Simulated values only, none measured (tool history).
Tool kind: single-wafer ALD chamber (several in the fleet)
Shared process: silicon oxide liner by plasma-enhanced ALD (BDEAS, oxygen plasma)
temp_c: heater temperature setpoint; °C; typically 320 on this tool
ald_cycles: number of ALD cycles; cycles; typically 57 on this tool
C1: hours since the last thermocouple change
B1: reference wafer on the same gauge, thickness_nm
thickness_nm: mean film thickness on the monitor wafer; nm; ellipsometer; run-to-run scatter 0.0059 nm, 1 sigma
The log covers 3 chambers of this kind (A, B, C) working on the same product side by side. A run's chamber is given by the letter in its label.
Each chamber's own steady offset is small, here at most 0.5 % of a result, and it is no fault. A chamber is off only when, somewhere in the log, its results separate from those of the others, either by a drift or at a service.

Run 1B, hour 10.2: usual settings; C1 1450.8; B1 5.7592. Result: thickness_nm 5.167 nm.
Run 2A, hour 16.8: usual settings; C1 1009.5; B1 5.7567. Result: thickness_nm 5.1562 nm.
Run 3C, hour 22.5: usual settings; C1 2057; B1 5.7568. Result: thickness_nm 5.1555 nm.
Run 4B, hour 33.5: usual settings; C1 1474.1; B1 5.7578. Result: thickness_nm 5.1774 nm.
Run 5A, hour 39.2: usual settings; C1 1031.9; B1 5.7566. Result: thickness_nm 5.1513 nm.
Run 6C, hour 51.5: usual settings; C1 2086; B1 5.755. Result: thickness_nm 5.1643 nm.
Run 7B, hour 62.6: usual settings; C1 1503.2; B1 5.7558. Result: thickness_nm 5.1572 nm.
Run 8A, hour 69.6: usual settings; C1 1062.3; B1 5.7519. Result: thickness_nm 5.1425 nm.
Run 9C, hour 76.1: usual settings; C1 2110.6; B1 5.7514. Result: thickness_nm 5.1665 nm.
Run 10C, hour 82.3: usual settings but temp_c 312 °C; C1 2116.8; B1 5.7531. Result: thickness_nm 5.2305 nm.
Run 11B, hour 91.2: usual settings but temp_c 312 °C; C1 1531.8; B1 5.7503. Result: thickness_nm 5.2228 nm.
Run 12A, hour 103.1: usual settings but temp_c 312 °C; C1 1095.8; B1 5.7504. Result: thickness_nm 5.2023 nm.
Run 13B, hour 114.6: usual settings; C1 1555.2; B1 5.751. Result: thickness_nm 5.1581 nm.
Run 14A, hour 120.5: usual settings; C1 1113.2; B1 5.7491. Result: thickness_nm 5.1317 nm.
Run 15C, hour 128.6: usual settings; C1 2163.1; B1 5.7467. Result: thickness_nm 5.1573 nm.
Run 16B, hour 136.2: usual settings; C1 1576.8; B1 5.7466. Result: thickness_nm 5.1537 nm.
Run 17A, hour 142.1: usual settings; C1 1134.8; B1 5.7459. Result: thickness_nm 5.1392 nm.
Run 18C, hour 149.8: usual settings but temp_c 329 °C, ald_cycles 52 cycles; C1 2184.3; B1 5.7473. Result: thickness_nm 4.6377 nm.
Run 19C, hour 161.9: usual settings but temp_c 329 °C, ald_cycles 52 cycles; C1 2196.4; B1 5.745. Result: thickness_nm 4.6461 nm.
Run 20B, hour 171.3: usual settings but temp_c 329 °C, ald_cycles 52 cycles; C1 1611.9; B1 5.7424. Result: thickness_nm 4.6266 nm.
Run 21A, hour 183.5: usual settings; C1 1176.2; B1 5.7429. Result: thickness_nm 5.1318 nm.
Run 22B, hour 191.7: usual settings; C1 1632.3; B1 5.7403. Result: thickness_nm 5.1512 nm.
Run 23C, hour 202.3: usual settings; C1 2236.8; B1 5.7415. Result: thickness_nm 5.1445 nm.
At hour 211.6: chamber B: thermocouple changed; heater temperature recalibrated.
Run 24A, hour 211.9: usual settings but temp_c 307 °C, ald_cycles 49 cycles; C1 1204.6; B1 5.7398. Result: thickness_nm 4.5057 nm.
Run 25A, hour 223: usual settings but temp_c 307 °C, ald_cycles 49 cycles; C1 1215.7; B1 5.739. Result: thickness_nm 4.4938 nm.
Run 26C, hour 230.2: usual settings but temp_c 307 °C, ald_cycles 49 cycles; C1 2264.7; B1 5.7393. Result: thickness_nm 4.5161 nm.
Run 27B, hour 240.9: usual settings; C1 29.3; B1 5.7371. Result: thickness_nm 5.1383 nm.
Run 28C, hour 249.4: usual settings; C1 2283.9; B1 5.7366. Result: thickness_nm 5.1498 nm.
Run 29B, hour 261.7: usual settings; C1 50.1; B1 5.7352. Result: thickness_nm 5.1373 nm.
Run 30A, hour 273.4: usual settings but temp_c 311 °C, ald_cycles 53 cycles; C1 1266.1; B1 5.7355. Result: thickness_nm 4.8273 nm.
Run 31B, hour 280.1: usual settings but temp_c 311 °C, ald_cycles 53 cycles; C1 68.5; B1 5.7346. Result: thickness_nm 4.8458 nm.

Predict what each chamber gives when all 3 of them run the settings below next.
Run 32A, hour 288.9: usual settings. Result: thickness_nm ?.
Run 32B, hour 288.9: usual settings. Result: thickness_nm ?.
Run 32C, hour 288.9: usual settings. Result: thickness_nm ?.

run  thickness_nm
32A        5.1252
32B        5.1387
32C        5.1445
